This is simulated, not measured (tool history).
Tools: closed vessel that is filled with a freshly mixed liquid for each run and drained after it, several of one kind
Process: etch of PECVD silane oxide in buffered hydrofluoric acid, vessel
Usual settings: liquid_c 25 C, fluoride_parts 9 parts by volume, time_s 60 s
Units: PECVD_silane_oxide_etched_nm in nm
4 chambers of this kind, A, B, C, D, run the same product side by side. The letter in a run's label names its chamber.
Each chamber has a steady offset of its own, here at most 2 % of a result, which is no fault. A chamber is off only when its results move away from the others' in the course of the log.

run   hour  liquid_c  fluoride_parts  time_s  hours since the thermometer was replaced  hours since the hydrofluoric acid flow meter was replaced  read-back film thickness of the PECVD silane oxide reference wafer, read on the same gauge (nm)  PECVD_silane_oxide_etched_nm
 1B      7        25               9      60                                     388.4                                                     1253.6                                                                                           79.986                        151.09
 2D   19.7        25               9      60                                     308.5                                                      904.7                                                                                           79.966                        145.41
 3A   29.4        25               9      60                                      2404                                                      309.8                                                                                           79.987                        145.02
 4C   44.4        25               9      60                                    1906.4                                                       1732                                                                                           79.968                        148.37
 5B   59.5        25               9      60                                     440.9                                                     1306.1                                                                                           80.031                        148.18
 6C   66.7        25               9      60                                    1928.7                                                     1754.3                                                                                           79.923                        149.16
 7A   78.5        25               9      60                                    2453.1                                                      358.9                                                                                           80.018                        143.91
 8D   87.1        25               9      60                                     375.9                                                      972.1                                                                                           80.018                        144.08
      89.1  -- chamber A: thermometer replaced
 9D   93.9        25               9      60                                     382.7                                                      978.9                                                                                           80.028                         144.9
10B  102.9        25               9      60                                     484.3                                                     1349.5                                                                                           80.041                        148.31
11A    117        25               9      60                                      27.9                                                      397.4                                                                                           80.012                         144.5
12C  127.1      21.5               9      60                                    1989.1                                                     1814.7                                                                                           80.074                        122.12
13A  135.1      21.5               9      60                                        46                                                      415.5                                                                                           79.991                        118.96
14C  145.5      21.5               9      60                                    2007.5                                                     1833.1                                                                                           79.966                        122.62
15B  153.2      21.5               9      60                                     534.6                                                     1399.8                                                                                           79.945                        122.07
16D  160.6        25               9      60                                     449.4                                                     1045.6                                                                                           80.018                        150.68
17B  169.4        25               9      60                                     550.8                                                       1416                                                                                           80.006                        147.97
18C  184.8        23               8      60                                    2046.8                                                     1872.4                                                                                           79.969                        151.25
19A  191.7        23               8      60                                     102.6                                                      472.1                                                                                           80.027                        147.87
20D  205.7        23               8      60                                     494.5                                                     1090.7                                                                                           80.037                        159.67
21C    215        23               8      60                                      2077                                                     1902.6                                                                                           80.019                        152.49
22A  229.5        25               9      60                                     140.4                                                      509.9                                                                                           80.024                        145.62
23B  238.5        25               9      60                                     619.9                                                     1485.1                                                                                           80.024                        147.96
24D    248        25               9      60                                     536.8                                                       1133                                                                                           79.978                         158.3
25A  260.2        25               9      60                                     171.1                                                      540.6                                                                                           79.973                        142.57
26B  268.1        25               9      60                                     649.5                                                     1514.7                                                                                           79.993                        150.54

Next, every chamber runs the same settings. What will each give?
27A  279.1        25               9      60                                                                                                                                                                                                                                   ?
27B  279.1        25               9      60                                                                                                                                                                                                                                   ?
27C  279.1        25               9      60                                                                                                                                                                                                                                   ?
27D  279.1        25               9      60                                                                                                                                                                                                                                   ?

run  PECVD_silane_oxide_etched_nm
27A                        143.84
27B                         148.5
27C                        147.94
27D                        164.41
